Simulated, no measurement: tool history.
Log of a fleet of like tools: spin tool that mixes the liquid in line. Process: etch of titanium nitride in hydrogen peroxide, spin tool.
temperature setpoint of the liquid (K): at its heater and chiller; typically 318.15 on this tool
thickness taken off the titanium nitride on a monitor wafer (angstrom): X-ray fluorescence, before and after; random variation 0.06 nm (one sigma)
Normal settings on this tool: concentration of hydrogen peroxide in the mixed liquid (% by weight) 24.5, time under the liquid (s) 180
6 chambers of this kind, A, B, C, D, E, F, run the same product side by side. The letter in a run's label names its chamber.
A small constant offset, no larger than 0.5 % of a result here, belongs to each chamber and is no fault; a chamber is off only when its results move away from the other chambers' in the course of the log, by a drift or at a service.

| run | hour | temperature setpoint of the liquid (K) | concentration of hydrogen peroxide in the mixed liquid (% by weight) | time under the liquid (s) | read-back film thickness of the titanium nitride reference wafer, read on the same gauge (nm) | thickness taken off the titanium nitride on a monitor wafer (angstrom) |
|---|---|---|---|---|---|---|
| 1B | 2.8 | 318.15 | 24.5 | 180 | 30.025 | 74.838 |
| 2A | 5.1 | 318.15 | 24.5 | 180 | 30.023 | 74.195 |
| 3C | 7.8 | 318.15 | 24.5 | 180 | 29.988 | 74.036 |
| 4E | 10.1 | 318.15 | 24.5 | 180 | 29.968 | 73.045 |
| 5F | 12.3 | 318.15 | 24.5 | 180 | 30.009 | 74.253 |
| 6D | 14.6 | 308.65 | 24.5 | 180 | 29.978 | 36.547 |
| 7B | 18.5 | 308.65 | 24.5 | 180 | 30.002 | 36.12 |
| 8C | 22.1 | 308.65 | 24.5 | 180 | 29.969 | 36 |
| 9E | 25.4 | 308.65 | 24.5 | 180 | 30.02 | 35.925 |
| 10A | 28.4 | 308.65 | 24.5 | 180 | 30.017 | 35.797 |
| 11D | 32.4 | 308.65 | 24.5 | 180 | 30.014 | 36.125 |
| 12F | 35.8 | 318.15 | 18 | 180 | 30.04 | 69.456 |
| 13F | 39.5 | 318.15 | 18 | 180 | 29.979 | 69.4 |
| 14E | 43.2 | 318.15 | 18 | 180 | 29.99 | 69.014 |
| 15C | 47.6 | 318.15 | 18 | 180 | 29.986 | 69.36 |
| 16A | 52.4 | 318.15 | 18 | 180 | 29.975 | 69.957 |
| 17B | 56.3 | 318.15 | 18 | 180 | 29.992 | 69.924 |
| 18D | 60.9 | 318.15 | 24.5 | 180 | 30.022 | 74.699 |
| 19D | 63.6 | 327.15 | 24.5 | 270 | 30 | 213.41 |
| 20E | 68.2 | 327.15 | 24.5 | 270 | 30.011 | 219.3 |
| 21C | 70.5 | 327.15 | 24.5 | 270 | 29.987 | 214.38 |
| 22A | 72.8 | 327.15 | 24.5 | 270 | 29.978 | 212.02 |
| 23F | 77.4 | 327.15 | 24.5 | 270 | 30.009 | 208.36 |
| 24B | 80.6 | 327.15 | 24.5 | 270 | 29.99 | 216.87 |
| 25C | 83.8 | 314.65 | 30 | 180 | 29.973 | 59.559 |
| 26B | 88.4 | 314.65 | 30 | 180 | 30.007 | 60.292 |
| 27A | 92 | 314.65 | 30 | 180 | 29.958 | 59.412 |
| 28F | 94.2 | 314.65 | 30 | 180 | 30.059 | 57.525 |
| 29D | 96.8 | 314.65 | 30 | 180 | 29.98 | 60.274 |
| 30E | 99.5 | 314.65 | 30 | 180 | 30.001 | 59.856 |
|  | 101.3 | chamber C: new drum of peroxide connected |
| 31E | 101.8 | 318.15 | 24.5 | 180 | 30.007 | 75.629 |
| 32A | 106.3 | 318.15 | 24.5 | 180 | 29.987 | 74.661 |
| 33B | 110 | 318.15 | 24.5 | 180 | 29.998 | 74.547 |
| 34F | 113.7 | 318.15 | 24.5 | 180 | 29.974 | 71.32 |
| 35D | 117.8 | 318.15 | 24.5 | 180 | 30.001 | 75.129 |
| 36C | 122.6 | 318.15 | 24.5 | 180 | 30.006 | 74.478 |
|  | 123.4 | chamber D: thermometer replaced |
| 37C | 127.3 | 318.15 | 24.5 | 180 | 30.019 | 76.122 |
| 38D | 132 | 318.15 | 24.5 | 180 | 29.971 | 75.664 |
| 39E | 135.4 | 318.15 | 24.5 | 180 | 30.009 | 73.851 |
| 40B | 140.2 | 321.65 | 24.5 | 220 | 30.013 | 118.39 |
| 41F | 144.2 | 321.65 | 24.5 | 220 | 29.974 | 111.5 |

All chambers now run identical settings, listed one chamber a line with results as question marks. What results will each chamber show?
| 42A | 147.7 | 318.15 | 24.5 | 95 |  | ? |
| 42B | 147.7 | 318.15 | 24.5 | 95 |  | ? |
| 42C | 147.7 | 318.15 | 24.5 | 95 |  | ? |
| 42D | 147.7 | 318.15 | 24.5 | 95 |  | ? |
| 42E | 147.7 | 318.15 | 24.5 | 95 |  | ? |
| 42F | 147.7 | 318.15 | 24.5 | 95 |  | ? |

| run | thickness taken off the titanium nitride on a monitor wafer (angstrom) |
|---|---|
| 42A | 39.214 |
| 42B | 39.248 |
| 42C | 39.388 |
| 42D | 39.633 |
| 42E | 39.65 |
| 42F | 36.622 |

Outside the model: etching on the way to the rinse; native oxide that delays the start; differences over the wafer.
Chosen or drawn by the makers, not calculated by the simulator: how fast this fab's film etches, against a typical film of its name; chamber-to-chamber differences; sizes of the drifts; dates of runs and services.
